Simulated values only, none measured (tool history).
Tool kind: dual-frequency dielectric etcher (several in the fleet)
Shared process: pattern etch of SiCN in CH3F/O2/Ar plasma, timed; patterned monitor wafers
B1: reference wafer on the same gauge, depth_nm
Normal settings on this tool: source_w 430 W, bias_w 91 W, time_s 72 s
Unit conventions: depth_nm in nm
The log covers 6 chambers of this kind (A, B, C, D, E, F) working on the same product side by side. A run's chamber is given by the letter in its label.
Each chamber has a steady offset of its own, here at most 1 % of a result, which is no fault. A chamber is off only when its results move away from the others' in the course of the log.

Run 1D, day 0.383: usual settings; B1 32.22. Result: depth_nm 30.002 nm.
Run 2E, day 0.708: usual settings; B1 32.208. Result: depth_nm 30.173 nm.
Run 3A, day 1.054: usual settings; B1 32.205. Result: depth_nm 30.247 nm.
Run 4C, day 1.392: usual settings; B1 32.17. Result: depth_nm 30.351 nm.
Run 5F, day 1.871: usual settings; B1 32.204. Result: depth_nm 29.949 nm.
Run 6B, day 2.296: usual settings; B1 32.254. Result: depth_nm 30.185 nm.
Run 7D, day 2.804: usual settings; B1 32.182. Result: depth_nm 29.873 nm.
Run 8B, day 3.121: usual settings; B1 32.237. Result: depth_nm 30.499 nm.
Run 9F, day 3.629: usual settings; B1 32.239. Result: depth_nm 29.707 nm.
Run 10E, day 4.221: usual settings; B1 32.198. Result: depth_nm 30.419 nm.
At day 4.317: chamber B: wet clean of the chamber.
Run 11A, day 4.617: usual settings; B1 32.223. Result: depth_nm 30.214 nm.
Run 12C, day 5.008: usual settings; B1 32.205. Result: depth_nm 30.468 nm.
Run 13D, day 5.558: usual settings; B1 32.199. Result: depth_nm 29.892 nm.
At day 5.817: chamber E: wet clean of the chamber.
Run 14A, day 6.2: usual settings but source_w 370 W, bias_w 101 W; B1 32.221. Result: depth_nm 30.076 nm.
Run 15E, day 6.675: usual settings but source_w 370 W, bias_w 101 W; B1 32.196. Result: depth_nm 29.806 nm.
Run 16B, day 7.025: usual settings but source_w 370 W, bias_w 101 W; B1 32.208. Result: depth_nm 29.759 nm.
Run 17F, day 7.646: usual settings but source_w 370 W, bias_w 101 W; B1 32.175. Result: depth_nm 29.528 nm.
Run 18C, day 8.025: usual settings but source_w 370 W, bias_w 101 W; B1 32.243. Result: depth_nm 29.792 nm.
Run 19E, day 8.671: usual settings but source_w 370 W, bias_w 101 W; B1 32.174. Result: depth_nm 29.734 nm.
Run 20B, day 9.067: usual settings; B1 32.235. Result: depth_nm 30.139 nm.
Run 21D, day 9.554: usual settings; B1 32.197. Result: depth_nm 29.83 nm.
At day 9.612: chamber D: wet clean of the chamber.
Run 22A, day 10.058: usual settings; B1 32.207. Result: depth_nm 30.932 nm.
Run 23F, day 10.596: usual settings; B1 32.189. Result: depth_nm 30.275 nm.
Run 24C, day 11.058: usual settings; B1 32.176. Result: depth_nm 30.5 nm.
At day 11.317: chamber D: bias power generator calibrated.
Run 25A, day 11.579: usual settings; B1 32.182. Result: depth_nm 30.99 nm.
Run 26E, day 12.183: usual settings but time_s 82 s; B1 32.206. Result: depth_nm 34.726 nm.
Run 27B, day 12.696: usual settings but time_s 82 s; B1 32.184. Result: depth_nm 34.435 nm.
Run 28D, day 13.171: usual settings but time_s 82 s; B1 32.219. Result: depth_nm 34.177 nm.
Run 29F, day 13.758: usual settings but time_s 82 s; B1 32.22. Result: depth_nm 34.224 nm.
Run 30C, day 14.321: usual settings but time_s 82 s; B1 32.236. Result: depth_nm 34.53 nm.
Run 31D, day 14.942: usual settings but time_s 82 s; B1 32.218. Result: depth_nm 34.095 nm.
Run 32A, day 15.546: usual settings; B1 32.174. Result: depth_nm 31.338 nm.
Run 33C, day 15.983: usual settings; B1 32.207. Result: depth_nm 30.436 nm.
Run 34B, day 16.596: usual settings; B1 32.182. Result: depth_nm 29.966 nm.
Run 35F, day 17.154: usual settings; B1 32.197. Result: depth_nm 29.891 nm.
Run 36E, day 17.625: usual settings; B1 32.24. Result: depth_nm 30.285 nm.
Run 37A, day 18.225: usual settings; B1 32.234. Result: depth_nm 31.247 nm.
Run 38E, day 18.742: usual settings; B1 32.202. Result: depth_nm 30.056 nm.

Is one chamber off against the others, does the gauge drift, or is nothing wrong? If a chamber is off, say which, and what the likeliest cause is.

It is chamber A that slowly wanders off from its peers.
Cause: etch rate over this chamber's usual, % = 4.48.

Which of the 4 candidates below, each the usual settings with something changed and its results left as question marks, puts chamber A back in line with what the other chambers give on the usual settings?
In line here means within this much of the mean the other chambers give on the usual settings: depth_nm 0.42 nm
Run 39A-1, day 19.204: usual settings but bias_w 90 W, time_s 69 s. Result: depth_nm ?.
Run 39A-2, day 19.204: usual settings but source_w 420 W, bias_w 89 W, time_s 66.5 s. Result: depth_nm ?.
Run 39A-3, day 19.204: usual settings but time_s 79 s. Result: depth_nm ?.
Run 39A-4, day 19.204: usual settings but source_w 440 W, time_s 75 s. Result: depth_nm ?.

Usual-settings mean across the other chambers: depth_nm 30.151 nm
  run  depth_nm
39A-1    30.168
39A-2    28.705
39A-3     34.68
39A-4    33.205
It is 39A-1 that realigns the chamber with its peers.
